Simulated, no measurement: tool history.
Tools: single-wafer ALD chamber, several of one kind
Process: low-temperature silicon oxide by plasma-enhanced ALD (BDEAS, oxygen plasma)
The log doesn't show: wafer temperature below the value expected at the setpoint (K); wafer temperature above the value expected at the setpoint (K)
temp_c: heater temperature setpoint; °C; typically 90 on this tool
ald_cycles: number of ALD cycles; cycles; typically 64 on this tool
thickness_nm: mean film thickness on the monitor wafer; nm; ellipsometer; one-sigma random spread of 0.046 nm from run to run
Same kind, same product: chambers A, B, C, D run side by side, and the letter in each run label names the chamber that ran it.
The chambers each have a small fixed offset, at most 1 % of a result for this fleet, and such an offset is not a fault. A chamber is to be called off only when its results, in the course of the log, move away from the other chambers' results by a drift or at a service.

run	hour	temp_c	ald_cycles	hours since the last thermocouple change	read-back reference wafer on the same gauge, thickness_nm	thickness_nm
1C	6.1	90	64	1171.6	10.376	9.5184
2D	12.6	90	64	1028.9	10.382	9.4257
3A	16.3	90	64	900.7	10.375	9.464
4B	21	90	64	192.3	10.384	9.5491
5B	28.7	90	64	200	10.397	9.5694
6C	33.9	90	64	1199.4	10.391	9.5412
7D	39.6	90	64	1055.9	10.388	9.4163
8A	46	98	64	930.4	10.368	9.1659
9A	51.1	98	64	935.5	10.383	9.1451
10D	55.8	98	64	1072.1	10.373	9.1704
11C	60.9	98	64	1226.4	10.381	9.2538
12B	65.9	90	64	237.2	10.386	9.4897
13D	73.8	90	64	1090.1	10.374	9.4788
14A	81.1	90	64	965.5	10.39	9.3793
15C	86.3	90	64	1251.8	10.384	9.5456
16B	93.5	90	64	264.8	10.38	9.475
17B	97.2	90	64	268.5	10.39	9.5291
18A	104.4	78	70	988.8	10.398	10.794
19D	111.7	78	70	1128	10.385	10.718
20C	117.4	78	70	1282.9	10.376	10.779
21C	121.5	78	70	1287	10.391	10.788
22D	124.9	90	60	1141.2	10.374	8.7585
23B	130.3	90	60	301.6	10.377	8.8556
24A	135.1	90	60	1019.5	10.377	8.8333
25D	141.1	90	60	1157.4	10.383	8.9299
26C	149	90	64	1314.5	10.375	9.5341
27A	155.4	90	64	1039.8	10.376	9.4141
28B	160.4	90	64	331.7	10.372	9.5571

One chamber off, gauge drift, or nothing amiss beyond the chambers' own small offsets? If it is a chamber, which one, and what is the likeliest cause?

The fleet is healthy, with each chamber sitting at its usual small offset and no drift in the gauge.

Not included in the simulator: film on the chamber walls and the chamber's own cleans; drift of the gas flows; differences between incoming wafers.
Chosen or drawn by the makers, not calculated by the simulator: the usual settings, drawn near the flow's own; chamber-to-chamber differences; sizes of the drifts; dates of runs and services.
